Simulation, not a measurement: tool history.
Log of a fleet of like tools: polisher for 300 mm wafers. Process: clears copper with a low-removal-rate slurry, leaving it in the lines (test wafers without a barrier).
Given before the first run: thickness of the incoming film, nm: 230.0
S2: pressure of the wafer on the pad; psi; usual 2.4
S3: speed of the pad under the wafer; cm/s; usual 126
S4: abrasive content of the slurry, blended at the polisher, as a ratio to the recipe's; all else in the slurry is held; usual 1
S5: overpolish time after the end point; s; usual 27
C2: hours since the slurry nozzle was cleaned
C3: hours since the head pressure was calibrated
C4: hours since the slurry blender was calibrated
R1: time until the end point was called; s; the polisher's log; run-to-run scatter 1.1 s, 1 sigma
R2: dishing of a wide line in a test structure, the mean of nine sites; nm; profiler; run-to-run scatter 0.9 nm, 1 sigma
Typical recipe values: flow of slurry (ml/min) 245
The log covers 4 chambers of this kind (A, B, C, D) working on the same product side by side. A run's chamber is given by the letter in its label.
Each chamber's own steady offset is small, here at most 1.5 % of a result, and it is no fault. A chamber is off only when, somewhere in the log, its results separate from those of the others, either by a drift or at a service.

{"hour": 3.3, "done": "chamber A: slurry blender recalibrated"}
{"run": "1D", "hour": 7.9, "flow of slurry (ml/min)": 245, "S2": 2.4, "S3": 126, "S4": 1, "S5": 27, "wafers polished on this pad": 670, "C2": 259.3, "C3": 319.6, "C4": 280.7, "R1": 72.531, "R2": 52.339}
{"hour": 9.4, "done": "chamber C: worn pad replaced by a new one"}
{"run": "2C", "hour": 13.2, "flow of slurry (ml/min)": 245, "S2": 2.4, "S3": 126, "S4": 1, "S5": 27, "wafers polished on this pad": 40, "C2": 346.7, "C3": 448.1, "C4": 116.5, "R1": 71.775, "R2": 53.428}
{"hour": 16.1, "done": "chamber C: slurry blender recalibrated"}
{"hour": 16.6, "done": "chamber D: slurry blender recalibrated"}
{"run": "3A", "hour": 20.9, "flow of slurry (ml/min)": 245, "S2": 2.4, "S3": 126, "S4": 1, "S5": 27, "wafers polished on this pad": 455, "C2": 260.6, "C3": 1056.7, "C4": 17.6, "R1": 73.049, "R2": 52.476}
{"run": "4B", "hour": 25.7, "flow of slurry (ml/min)": 245, "S2": 2.4, "S3": 126, "S4": 1, "S5": 27, "wafers polished on this pad": 429, "C2": 341.2, "C3": 71.4, "C4": 39.2, "R1": 72.466, "R2": 52.306}
{"run": "5B", "hour": 32.7, "flow of slurry (ml/min)": 165, "S2": 2.4, "S3": 126, "S4": 1, "S5": 27, "wafers polished on this pad": 503, "C2": 348.2, "C3": 78.4, "C4": 46.2, "R1": 78.026, "R2": 52.044}
{"hour": 34.5, "done": "chamber A: worn pad replaced by a new one"}
{"run": "6A", "hour": 38.0, "flow of slurry (ml/min)": 165, "S2": 2.4, "S3": 126, "S4": 1, "S5": 27, "wafers polished on this pad": 36, "C2": 277.7, "C3": 1073.8, "C4": 34.7, "R1": 77.99, "R2": 50.003}
{"hour": 40.1, "done": "chamber D: worn pad replaced by a new one"}
{"run": "7D", "hour": 42.5, "flow of slurry (ml/min)": 165, "S2": 2.4, "S3": 126, "S4": 1, "S5": 27, "wafers polished on this pad": 26, "C2": 293.9, "C3": 354.2, "C4": 25.9, "R1": 75.889, "R2": 51.739}
{"run": "8C", "hour": 50.0, "flow of slurry (ml/min)": 165, "S2": 2.4, "S3": 126, "S4": 1, "S5": 27, "wafers polished on this pad": 428, "C2": 383.5, "C3": 484.9, "C4": 34.0, "R1": 75.305, "R2": 50.363}
{"hour": 56.2, "done": "chamber B: worn pad replaced by a new one"}
{"run": "9B", "hour": 57.8, "flow of slurry (ml/min)": 245, "S2": 2.4, "S3": 126, "S4": 1, "S5": 27, "wafers polished on this pad": 17, "C2": 373.3, "C3": 103.5, "C4": 71.3, "R1": 73.638, "R2": 51.379}
{"run": "10C", "hour": 61.8, "flow of slurry (ml/min)": 245, "S2": 2.4, "S3": 126, "S4": 1, "S5": 27, "wafers polished on this pad": 552, "C2": 395.3, "C3": 496.7, "C4": 45.8, "R1": 72.495, "R2": 52.04}
{"run": "11D", "hour": 68.4, "flow of slurry (ml/min)": 245, "S2": 2.4, "S3": 126, "S4": 1, "S5": 27, "wafers polished on this pad": 298, "C2": 319.8, "C3": 380.1, "C4": 51.8, "R1": 72.315, "R2": 51.444}
{"run": "12A", "hour": 73.9, "flow of slurry (ml/min)": 245, "S2": 2.4, "S3": 126, "S4": 1, "S5": 27, "wafers polished on this pad": 414, "C2": 313.6, "C3": 1109.7, "C4": 70.6, "R1": 74.079, "R2": 53.197}
{"hour": 74.3, "done": "chamber A: head pressure recalibrated"}
{"hour": 78.8, "done": "chamber B: slurry nozzle cleaned"}
{"run": "13D", "hour": 79.8, "flow of slurry (ml/min)": 245, "S2": 2.4, "S3": 126, "S4": 1, "S5": 27, "wafers polished on this pad": 418, "C2": 331.2, "C3": 391.5, "C4": 63.2, "R1": 73.877, "R2": 51.409}
{"run": "14B", "hour": 88.4, "flow of slurry (ml/min)": 245, "S2": 2.8, "S3": 126, "S4": 1, "S5": 27, "wafers polished on this pad": 339, "C2": 9.6, "C3": 134.1, "C4": 101.9, "R1": 62.172, "R2": 60.137}
{"hour": 93.2, "done": "chamber A: worn pad replaced by a new one"}
{"run": "15C", "hour": 95.3, "flow of slurry (ml/min)": 245, "S2": 2.8, "S3": 126, "S4": 1, "S5": 27, "wafers polished on this pad": 905, "C2": 428.8, "C3": 530.2, "C4": 79.3, "R1": 60.72, "R2": 58.07}
{"run": "16A", "hour": 102.6, "flow of slurry (ml/min)": 245, "S2": 2.8, "S3": 126, "S4": 1, "S5": 27, "wafers polished on this pad": 99, "C2": 342.3, "C3": 28.3, "C4": 99.3, "R1": 62.848, "R2": 58.8}
{"run": "17C", "hour": 110.2, "flow of slurry (ml/min)": 245, "S2": 2.8, "S3": 126, "S4": 1, "S5": 27, "wafers polished on this pad": 1062, "C2": 443.7, "C3": 545.1, "C4": 94.2, "R1": 61.999, "R2": 58.363}
{"hour": 115.2, "done": "chamber D: head pressure recalibrated"}
{"run": "18D", "hour": 116.8, "flow of slurry (ml/min)": 245, "S2": 2.4, "S3": 126, "S4": 1, "S5": 27, "wafers polished on this pad": 808, "C2": 368.2, "C3": 1.7, "C4": 100.2, "R1": 81.837, "R2": 49.148}
{"run": "19B", "hour": 123.5, "flow of slurry (ml/min)": 245, "S2": 1.9, "S3": 126, "S4": 1, "S5": 18, "wafers polished on this pad": 709, "C2": 44.7, "C3": 169.2, "C4": 137.0, "R1": 91.385, "R2": 30.733}
{"run": "20A", "hour": 127.6, "flow of slurry (ml/min)": 245, "S2": 1.9, "S3": 126, "S4": 1, "S5": 18, "wafers polished on this pad": 362, "C2": 367.3, "C3": 53.3, "C4": 124.3, "R1": 91.616, "R2": 31.459}
{"run": "21A", "hour": 131.6, "flow of slurry (ml/min)": 245, "S2": 1.9, "S3": 126, "S4": 1, "S5": 18, "wafers polished on this pad": 404, "C2": 371.3, "C3": 57.3, "C4": 128.3, "R1": 91.58, "R2": 31.64}
{"hour": 135.2, "done": "chamber D: worn pad replaced by a new one"}
{"hour": 136.7, "done": "chamber B: worn pad replaced by a new one"}
{"hour": 137.9, "done": "chamber C: slurry blender recalibrated"}
{"run": "22D", "hour": 138.5, "flow of slurry (ml/min)": 245, "S2": 1.9, "S3": 126, "S4": 1, "S5": 18, "wafers polished on this pad": 35, "C2": 389.9, "C3": 23.4, "C4": 121.9, "R1": 103.19, "R2": 28.98}
{"hour": 140.5, "done": "chamber C: worn pad replaced by a new one"}
{"hour": 142.6, "done": "chamber A: worn pad replaced by a new one"}
{"run": "23B", "hour": 143.1, "flow of slurry (ml/min)": 245, "S2": 2.4, "S3": 126, "S4": 1, "S5": 27, "wafers polished on this pad": 67, "C2": 64.3, "C3": 188.8, "C4": 156.6, "R1": 73.1, "R2": 52.064}
{"run": "24C", "hour": 147.6, "flow of slurry (ml/min)": 245, "S2": 2.4, "S3": 126, "S4": 1, "S5": 27, "wafers polished on this pad": 75, "C2": 481.1, "C3": 582.5, "C4": 9.8, "R1": 72.704, "R2": 53.344}
{"run": "25D", "hour": 152.0, "flow of slurry (ml/min)": 245, "S2": 1.7, "S3": 126, "S4": 1, "S5": 19, "wafers polished on this pad": 177, "C2": 403.4, "C3": 36.9, "C4": 135.4, "R1": 111.97, "R2": 26.836}
{"run": "26A", "hour": 158.5, "flow of slurry (ml/min)": 245, "S2": 1.7, "S3": 126, "S4": 1, "S5": 19, "wafers polished on this pad": 168, "C2": 398.2, "C3": 84.2, "C4": 155.2, "R1": 100.84, "R2": 29.275}
{"run": "27B", "hour": 162.7, "flow of slurry (ml/min)": 245, "S2": 1.7, "S3": 126, "S4": 1, "S5": 19, "wafers polished on this pad": 274, "C2": 83.9, "C3": 208.4, "C4": 176.2, "R1": 101.88, "R2": 29.389}
{"run": "28C", "hour": 169.3, "flow of slurry (ml/min)": 245, "S2": 1.7, "S3": 126, "S4": 1, "S5": 19, "wafers polished on this pad": 303, "C2": 502.8, "C3": 604.2, "C4": 31.5, "R1": 101.2, "R2": 29.927}
{"run": "29D", "hour": 173.9, "flow of slurry (ml/min)": 245, "S2": 2.4, "S3": 126, "S4": 1, "S5": 27, "wafers polished on this pad": 408, "C2": 425.3, "C3": 58.8, "C4": 157.3, "R1": 80.619, "R2": 48.024}
{"run": "30C", "hour": 178.3, "flow of slurry (ml/min)": 245, "S2": 2.4, "S3": 126, "S4": 1, "S5": 27, "wafers polished on this pad": 398, "C2": 511.8, "C3": 613.2, "C4": 40.5, "R1": 72.987, "R2": 52.374}
{"run": "31A", "hour": 186.9, "flow of slurry (ml/min)": 245, "S2": 2.4, "S3": 126, "S4": 1, "S5": 27, "wafers polished on this pad": 467, "C2": 426.6, "C3": 112.6, "C4": 183.6, "R1": 71.414, "R2": 53.37}
{"run": "32B", "hour": 192.3, "flow of slurry (ml/min)": 245, "S2": 2.4, "S3": 126, "S4": 1, "S5": 27, "wafers polished on this pad": 586, "C2": 113.5, "C3": 238.0, "C4": 205.8, "R1": 71.567, "R2": 52.177}
{"run": "33C", "hour": 196.4, "flow of slurry (ml/min)": 245, "S2": 2.4, "S3": 126, "S4": 1, "S5": 27, "wafers polished on this pad": 589, "C2": 529.9, "C3": 631.3, "C4": 58.6, "R1": 71.788, "R2": 52.945}
{"run": "34B", "hour": 200.9, "flow of slurry (ml/min)": 245, "S2": 2.4, "S3": 126, "S4": 1, "S5": 27, "wafers polished on this pad": 676, "C2": 122.1, "C3": 246.6, "C4": 214.4, "R1": 72.067, "R2": 51.894}
{"run": "35D", "hour": 207.9, "flow of slurry (ml/min)": 245, "S2": 2.4, "S3": 126, "S4": 1, "S5": 27, "wafers polished on this pad": 766, "C2": 459.3, "C3": 92.8, "C4": 191.3, "R1": 80.695, "R2": 47.536}

One chamber off, gauge drift, or nothing amiss beyond the chambers' own small offsets? If it is a chamber, which one, and what is the likeliest cause?

A service on chamber D put it out of line with the rest.
Most likely cause: head's pressure below its setpoint, % = 10.4.

Chamber D could run next with any of the 4 candidate recipes listed below; each alters the usual settings, and their results appear as question marks. Which one brings its results back in line with what the other chambers deliver on the usual settings?
A result is in line if it is within this distance of the other chambers' mean on the usual settings: R1 3.900 s; R2 3.100 nm
{"run": "36D-1", "hour": 214.6, "flow of slurry (ml/min)": 245, "S2": 2.4, "S3": 128, "S4": 1, "S5": 27, "R1": "?", "R2": "?"}
{"run": "36D-2", "hour": 214.6, "flow of slurry (ml/min)": 245, "S2": 2.3, "S3": 118, "S4": 1, "S5": 27, "R1": "?", "R2": "?"}
{"run": "36D-3", "hour": 214.6, "flow of slurry (ml/min)": 245, "S2": 2.5, "S3": 134, "S4": 1, "S5": 27, "R1": "?", "R2": "?"}
{"run": "36D-4", "hour": 214.6, "flow of slurry (ml/min)": 245, "S2": 2.4, "S3": 124, "S4": 1, "S5": 27, "R1": "?", "R2": "?"}

The mean the other chambers reach with the usual settings: R1 72.409 s; R2 52.430 nm
run=36D-1 R1=80.817 R2=48.458
run=36D-2 R1=91.556 R2=43.864
run=36D-3 R1=74.073 R2=51.911
run=36D-4 R1=83.447 R2=47.285
The answer is 36D-3, which returns the chamber to within the allowed miss of the others.
